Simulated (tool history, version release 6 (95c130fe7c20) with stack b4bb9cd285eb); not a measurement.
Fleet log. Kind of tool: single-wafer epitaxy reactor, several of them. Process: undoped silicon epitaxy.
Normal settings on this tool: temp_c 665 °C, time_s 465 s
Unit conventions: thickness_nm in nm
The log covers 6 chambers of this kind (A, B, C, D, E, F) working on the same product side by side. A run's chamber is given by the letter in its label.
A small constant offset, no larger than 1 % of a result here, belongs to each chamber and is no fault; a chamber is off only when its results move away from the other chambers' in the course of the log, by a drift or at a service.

run	hour	temp_c	time_s	hours since the last pyrometer calibration	read-back reference wafer on the same gauge, thickness_nm	thickness_nm
1D	10.5	665	465	453.5	109.98	108.21
2E	22.2	665	465	786.1	109.93	106.85
3A	34.3	665	465	1681.6	109.91	108.07
4C	46.5	665	465	414.6	109.9	108.29
5F	55.8	665	465	146.9	109.91	107.75
6B	64.9	665	465	1577.7	109.88	107.85
7D	72.6	665	465	515.6	109.88	107.86
8C	83.2	665	465	451.3	109.92	107.89
9E	99.3	665	465	863.2	109.87	107.12
10F	113	665	465	204.1	109.85	107.82
11B	126.9	665	465	1639.7	109.79	107.64
12A	136.9	670	434	1784.2	109.79	112.03
13F	147.6	670	434	238.7	109.81	111.83
14C	156	670	434	524.1	109.73	112.11
15D	169.2	670	434	612.2	109.75	111.85
16E	184.9	670	434	948.8	109.74	110.6
17B	197.2	670	434	1710	109.73	111.84
18A	208.4	665	465	1855.7	109.73	107.7
19C	222.1	665	538	590.2	109.72	124.92
20E	237.3	665	538	1001.2	109.66	123.41
21F	246.5	665	538	337.6	109.66	124.01
22A	257.1	665	538	1904.4	109.62	124.81
23D	265.4	665	538	708.4	109.62	124.49
# hour 274: chamber B: pyrometer calibrated
24B	280.6	665	538	6.7	109.58	124.41
25F	291.5	677	426	382.6	109.61	126.91
26C	306.2	677	426	674.3	109.56	127.27
27B	314.8	677	426	40.9	109.53	126.59
28E	324.4	677	426	1088.3	109.49	125.25
29A	332.5	677	426	1979.8	109.53	126.5
30D	342.6	677	426	785.6	109.5	126.52
31E	353.4	665	465	1117.3	109.51	106.28
32C	368.3	665	465	736.4	109.46	107.96
33F	383.7	665	465	474.8	109.47	106.99
34B	397.7	665	465	123.8	109.43	107.7
35A	409.6	665	465	2056.9	109.44	107.28
36D	418.5	665	465	861.5	109.37	107.51
37D	434.4	665	465	877.4	109.39	107.08
38A	449.7	665	465	2097	109.36	107.43
39B	459.2	665	465	185.3	109.36	107.28

Next, all 6 chambers run the settings below, one line each with question marks for the results. What does each chamber give?
40A	470.7	665	465			?
40B	470.7	665	465			?
40C	470.7	665	465			?
40D	470.7	665	465			?
40E	470.7	665	465			?
40F	470.7	665	465			?

run	thickness_nm
40A	107.36
40B	107.26
40C	107.48
40D	107.5
40E	106.16
40F	107.19
